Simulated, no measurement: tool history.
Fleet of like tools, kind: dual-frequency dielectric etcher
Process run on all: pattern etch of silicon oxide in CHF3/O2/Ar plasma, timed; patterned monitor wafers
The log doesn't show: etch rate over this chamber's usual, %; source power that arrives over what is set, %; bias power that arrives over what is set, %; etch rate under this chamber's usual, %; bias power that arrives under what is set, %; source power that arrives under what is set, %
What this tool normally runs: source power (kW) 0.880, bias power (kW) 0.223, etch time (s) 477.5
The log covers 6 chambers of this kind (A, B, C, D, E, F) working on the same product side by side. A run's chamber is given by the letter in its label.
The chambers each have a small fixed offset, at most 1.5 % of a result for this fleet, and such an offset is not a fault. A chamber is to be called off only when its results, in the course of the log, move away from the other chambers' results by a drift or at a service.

run   hour  source power (kW)  bias power (kW)  etch time (s)  hours since the last wet clean  hours since the last source power generator calibration  hours since the last bias power generator calibration  read-back reference wafer on the same gauge, depth_nm  mean etch depth across the wafer (nm)
 1F    7.8              0.880            0.223          477.5                            16.6                                                   1169.1                                                 1405.4                                                 1089.5                                1169.20
 2E   18.4              0.880            0.223          477.5                           360.4                                                    794.7                                                 1645.6                                                 1090.0                                1173.70
 3D   25.8              0.880            0.223          477.5                            91.9                                                    347.8                                                  382.7                                                 1090.5                                1179.10
 4A   37.0              0.880            0.223          477.5                           326.5                                                   1723.8                                                 2947.2                                                 1089.6                                1162.50
      37.4  -- chamber A: wet clean of the chamber
 5B   43.6              0.880            0.223          477.5                           455.9                                                    897.5                                                  431.3                                                 1090.2                                1171.90
 6C   53.3              0.880            0.223          477.5                            75.1                                                   2358.3                                                 1810.7                                                 1091.2                                1178.30
 7B   60.8              0.880            0.223          355.0                           473.1                                                    914.7                                                  448.5                                                 1090.7                                 876.43
 8A   70.1              0.880            0.223          355.0                            32.8                                                   1756.9                                                 2980.3                                                 1089.7                                 862.43
      71.5  -- chamber B: wet clean of the chamber
 9C   77.2              0.880            0.223          355.0                            99.0                                                   2382.2                                                 1834.6                                                 1088.8                                 869.82
10E   88.6              0.880            0.223          355.0                           430.6                                                    864.9                                                 1715.8                                                 1090.1                                 879.13
11D   96.7              0.880            0.223          355.0                           162.8                                                    418.7                                                  453.6                                                 1089.0                                 871.73
12F  103.6              0.880            0.223          355.0                           112.4                                                   1264.9                                                 1501.2                                                 1090.6                                 870.24
13D  114.2              1.060            0.223          477.5                           180.3                                                    436.2                                                  471.1                                                 1090.7                                1253.00
14C  120.4              1.060            0.223          477.5                           142.2                                                   2425.4                                                 1877.8                                                 1089.3                                1272.80
15A  131.8              1.060            0.223          477.5                            94.5                                                   1818.6                                                 3042.0                                                 1089.1                                1254.20
16E  138.0              1.060            0.223          477.5                           480.0                                                    914.3                                                 1765.2                                                 1089.9                                1267.70
17F  149.6              1.060            0.223          477.5                           158.4                                                   1310.9                                                 1547.2                                                 1088.8                                1257.80
18B  160.4              1.060            0.223          477.5                            88.9                                                   1014.3                                                  548.1                                                 1089.5                                1261.20
19F  170.2              0.880            0.223          477.5                           179.0                                                   1331.5                                                 1567.8                                                 1091.2                                1183.70
     175.6  -- chamber E: wet clean of the chamber
20B  179.1              0.880            0.223          477.5                           107.6                                                   1033.0                                                  566.8                                                 1089.7                                1178.60
21E  184.9              0.880            0.223          477.5                             9.3                                                    961.2                                                 1812.1                                                 1088.7                                1174.20
22A  194.7              0.880            0.223          477.5                           157.4                                                   1881.5                                                 3104.9                                                 1090.1                                1158.80
23D  200.0              0.990            0.223          477.5                           266.1                                                    522.0                                                  556.9                                                 1090.6                                1219.10
24C  207.7              0.990            0.223          477.5                           229.5                                                   2512.7                                                 1965.1                                                 1090.2                                1225.40
25F  214.2              0.990            0.223          477.5                           223.0                                                   1375.5                                                 1611.8                                                 1090.1                                1222.60
26E  219.7              0.990            0.223          477.5                            44.1                                                    996.0                                                 1846.9                                                 1089.0                                1224.50
27A  228.2              0.990            0.223          477.5                           190.9                                                   1915.0                                                 3138.4                                                 1090.5                                1210.30
28C  238.4              0.990            0.223          477.5                           260.2                                                   2543.4                                                 1995.8                                                 1089.0                                1228.40
29D  249.9              0.880            0.223          477.5                           316.0                                                    571.9                                                  606.8                                                 1091.6                                1177.40
30B  258.9              0.880            0.223          477.5                           187.4                                                   1112.8                                                  646.6                                                 1090.3                                1168.90
31B  265.6              0.880            0.223          477.5                           194.1                                                   1119.5                                                  653.3                                                 1089.0                                1176.80
32E  273.5              0.880            0.223          477.5                            97.9                                                   1049.8                                                 1900.7                                                 1089.8                                1183.80
33F  280.9              0.880            0.223          477.5                           289.7                                                   1442.2                                                 1678.5                                                 1090.2                                1170.90
     286.4  -- chamber D: wet clean of the chamber
34C  286.9              0.880            0.223          477.5                           308.7                                                   2591.9                                                 2044.3                                                 1089.4                                1173.10
35A  296.3              0.880            0.223          477.5                           259.0                                                   1983.1                                                 3206.5                                                 1089.4                                1153.10
36D  303.8              0.880            0.223          477.5                            17.5                                                    625.8                                                  660.7                                                 1089.3                                1173.10
37C  308.9              0.880            0.223          477.5                           330.7                                                   2613.9                                                 2066.3                                                 1090.4                                1168.90
38A  315.7              0.880            0.223          477.5                           278.4                                                   2002.5                                                 3225.9                                                 1090.3                                1165.70
39E  320.8              0.880            0.223          477.5                           145.2                                                   1097.1                                                 1948.0                                                 1090.0                                1177.10
40D  327.7              0.880            0.223          477.5                            41.4                                                    649.7                                                  684.6                                                 1089.4                                1177.40
41F  336.1              0.880            0.223          477.5                           344.9                                                   1497.4                                                 1733.7                                                 1091.0                                1169.20
42B  343.8              0.880            0.223          477.5                           272.3                                                   1197.7                                                  731.5                                                 1090.6                                1186.10
43A  351.8              0.880            0.223          477.5                           314.5                                                   2038.6                                                 3262.0                                                 1090.0                                1162.30
44C  359.7              0.880            0.223          477.5                           381.5                                                   2664.7                                                 2117.1                                                 1089.9                                1180.50

Which is it: a chamber that has drifted or been left off by a service, a gauge drift common to all chambers, or only each chamber's usual small offset? If a chamber is off, name it and its likeliest cause.

No chamber stands off beyond its own small offset, and the gauge holds steady.
